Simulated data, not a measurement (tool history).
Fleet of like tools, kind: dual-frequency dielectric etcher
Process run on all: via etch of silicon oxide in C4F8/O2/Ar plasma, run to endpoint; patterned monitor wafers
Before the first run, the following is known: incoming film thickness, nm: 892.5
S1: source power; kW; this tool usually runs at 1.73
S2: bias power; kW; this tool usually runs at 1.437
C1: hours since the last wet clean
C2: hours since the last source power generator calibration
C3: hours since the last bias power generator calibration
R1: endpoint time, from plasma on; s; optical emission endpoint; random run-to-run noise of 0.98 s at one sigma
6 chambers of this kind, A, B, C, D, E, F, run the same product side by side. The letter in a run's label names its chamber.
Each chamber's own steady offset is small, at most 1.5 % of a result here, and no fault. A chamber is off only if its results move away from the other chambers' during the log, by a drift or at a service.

run,hour,S1,S2,C1,C2,C3,R1
1A,5.5,1.73,1.437,207.8,1564.2,1861.6,205.43
2D,9,1.73,1.437,185.6,1146.5,1443.5,201.99
3B,16.1,1.73,1.437,543.9,1048.8,1602,202.9
4F,20,1.73,1.437,241.1,1067.7,2759.7,202.48
5C,23.4,1.55,1.437,69.9,1086.4,1234,213.66
6E,30.1,1.55,1.437,242.7,3771.4,2252.4,214.3
7E,36.8,1.55,1.437,249.4,3778.1,2259.1,212.85
# hour 37.2: chamber B: wet clean of the chamber
8C,44.2,1.55,1.437,90.7,1107.2,1254.8,214.14
9B,48.1,1.55,1.437,11,1080.8,1634,211.79
10A,54.3,1.55,1.437,256.6,1613,1910.4,214.42
11D,58.6,1.73,1.437,235.2,1196.1,1493.1,202.93
12F,62.8,1.73,1.437,283.9,1110.5,2802.5,202.73
13A,66.6,1.73,1.437,268.9,1625.3,1922.7,204.37
14B,72.8,1.31,1.437,35.7,1105.5,1658.7,224.9
15E,80.2,1.31,1.437,292.8,3821.5,2302.5,231.79
16C,87.5,1.31,1.437,134,1150.5,1298.1,227.49
17F,91.7,1.31,1.437,312.8,1139.4,2831.4,226.39
18D,97.3,1.31,1.437,273.9,1234.8,1531.8,227.04
19E,103.2,1.31,1.437,315.8,3844.5,2325.5,229.57
20C,106.7,1.73,1.437,153.2,1169.7,1317.3,202.59
21D,114,1.73,1.437,290.6,1251.5,1548.5,202.53
22B,121.1,1.73,1.437,84,1153.8,1707,202.02
23A,127,1.73,1.437,329.3,1685.7,1983.1,206.46
24F,131.6,2.11,1.187,352.7,1179.3,2871.3,196.92
25B,138.8,2.11,1.187,101.7,1171.5,1724.7,196.42
26C,143.8,2.11,1.187,190.3,1206.8,1354.4,195.25
27D,150.2,2.11,1.187,326.8,1287.7,1584.7,196.55
28A,154.4,2.11,1.187,356.7,1713.1,2010.5,202.14
29F,161.8,2.11,1.187,382.9,1209.5,2901.5,194.63
# hour 165.3: chamber E: wet clean of the chamber
30E,166.3,1.88,1.623,1,3907.6,2388.6,193.35
31E,169.8,1.88,1.623,4.5,3911.1,2392.1,193.1
32A,176.3,1.88,1.623,378.6,1735,2032.4,197.4
# hour 176.9: chamber F: wet clean of the chamber
33D,180.5,1.88,1.623,357.1,1318,1615,188.39
34C,186.8,1.88,1.623,233.3,1249.8,1397.4,190.17
35F,191.9,1.88,1.623,15,1239.6,2931.6,190.08
36B,196.4,1.73,1.437,159.3,1229.1,1782.3,202.94
37B,200.5,1.73,1.437,163.4,1233.2,1786.4,203.61
38C,206.9,1.73,1.437,253.4,1269.9,1417.5,204.54
39D,212.9,1.73,1.437,389.5,1350.4,1647.4,201.83

All 6 chambers run these settings next. Forecast each chamber's results:
40A,218.3,1.73,1.437,,,,?
40B,218.3,1.73,1.437,,,,?
40C,218.3,1.73,1.437,,,,?
40D,218.3,1.73,1.437,,,,?
40E,218.3,1.73,1.437,,,,?
40F,218.3,1.73,1.437,,,,?

run,R1
40A,211.45
40B,202.57
40C,204.67
40D,203.38
40E,204.54
40F,202.68

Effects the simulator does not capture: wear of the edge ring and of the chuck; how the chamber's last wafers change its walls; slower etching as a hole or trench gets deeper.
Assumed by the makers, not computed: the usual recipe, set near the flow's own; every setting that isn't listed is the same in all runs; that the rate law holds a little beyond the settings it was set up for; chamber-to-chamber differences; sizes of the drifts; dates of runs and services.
